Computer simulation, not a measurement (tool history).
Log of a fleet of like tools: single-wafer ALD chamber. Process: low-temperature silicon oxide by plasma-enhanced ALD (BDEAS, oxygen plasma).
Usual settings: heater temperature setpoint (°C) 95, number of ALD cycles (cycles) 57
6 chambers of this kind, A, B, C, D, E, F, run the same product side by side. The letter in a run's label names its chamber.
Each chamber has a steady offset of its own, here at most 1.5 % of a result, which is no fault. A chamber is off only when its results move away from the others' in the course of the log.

| run | day | heater temperature setpoint (°C) | number of ALD cycles (cycles) | read-back reference wafer on the same gauge, thickness_nm | mean film thickness on the monitor wafer (nm) |
|---|---|---|---|---|---|
| 1E | 0.292 | 95 | 57 | 8.0300 | 8.3129 |
| 2C | 0.596 | 95 | 57 | 8.0315 | 8.2498 |
| 3D | 0.850 | 95 | 57 | 8.0335 | 8.3754 |
| 4A | 1.154 | 95 | 57 | 8.0354 | 8.1907 |
| 5F | 1.321 | 95 | 57 | 8.0383 | 8.3093 |
| 6B | 1.517 | 95 | 57 | 8.0347 | 8.3228 |
| 7C | 1.700 | 95 | 57 | 8.0379 | 8.2368 |
| 8A | 1.962 | 95 | 57 | 8.0378 | 8.1896 |
|  | 2.096 | chamber D: thermocouple changed; heater temperature recalibrated |
| 9B | 2.162 | 95 | 57 | 8.0370 | 8.3177 |
| 10E | 2.367 | 101 | 66 | 8.0405 | 9.4566 |
| 11D | 2.575 | 101 | 66 | 8.0405 | 9.5236 |
| 12F | 2.775 | 101 | 66 | 8.0414 | 9.4530 |
| 13D | 2.929 | 101 | 66 | 8.0426 | 9.5111 |
| 14F | 3.146 | 101 | 66 | 8.0432 | 9.4446 |
| 15E | 3.454 | 101 | 66 | 8.0443 | 9.4595 |
| 16A | 3.767 | 95 | 57 | 8.0441 | 8.2066 |
| 17C | 4.029 | 95 | 57 | 8.0483 | 8.2688 |
| 18B | 4.292 | 95 | 57 | 8.0486 | 8.3282 |
| 19D | 4.558 | 95 | 57 | 8.0497 | 8.3883 |
| 20E | 4.725 | 95 | 57 | 8.0510 | 8.3162 |
| 21A | 4.950 | 95 | 57 | 8.0505 | 8.1972 |
| 22F | 5.208 | 104 | 49 | 8.0536 | 6.9764 |
| 23C | 5.383 | 104 | 49 | 8.0534 | 6.9358 |
| 24B | 5.596 | 104 | 49 | 8.0533 | 6.9826 |
| 25A | 5.817 | 104 | 49 | 8.0543 | 6.8957 |
| 26F | 6.054 | 104 | 49 | 8.0542 | 6.9959 |
| 27E | 6.333 | 104 | 49 | 8.0570 | 6.9922 |
| 28B | 6.617 | 95 | 57 | 8.0596 | 8.3451 |
| 29C | 6.846 | 95 | 57 | 8.0584 | 8.2667 |
| 30D | 7.058 | 95 | 57 | 8.0580 | 8.3828 |
| 31A | 7.354 | 80 | 57 | 8.0634 | 8.6387 |
| 32C | 7.529 | 80 | 57 | 8.0590 | 8.7177 |
| 33F | 7.808 | 80 | 57 | 8.0649 | 8.7865 |
| 34E | 8.108 | 80 | 57 | 8.0657 | 8.8062 |
| 35D | 8.383 | 80 | 57 | 8.0696 | 8.8603 |
| 36B | 8.654 | 80 | 57 | 8.0676 | 8.7668 |
| 37E | 8.958 | 95 | 57 | 8.0680 | 8.3500 |

All 6 chambers run these settings next. Forecast each chamber's results:
| 38A | 9.188 | 95 | 57 |  | ? |
| 38B | 9.188 | 95 | 57 |  | ? |
| 38C | 9.188 | 95 | 57 |  | ? |
| 38D | 9.188 | 95 | 57 |  | ? |
| 38E | 9.188 | 95 | 57 |  | ? |
| 38F | 9.188 | 95 | 57 |  | ? |

| run | mean film thickness on the monitor wafer (nm) |
|---|---|
| 38A | 8.2334 |
| 38B | 8.3535 |
| 38C | 8.2887 |
| 38D | 8.4197 |
| 38E | 8.3548 |
| 38F | 8.3452 |
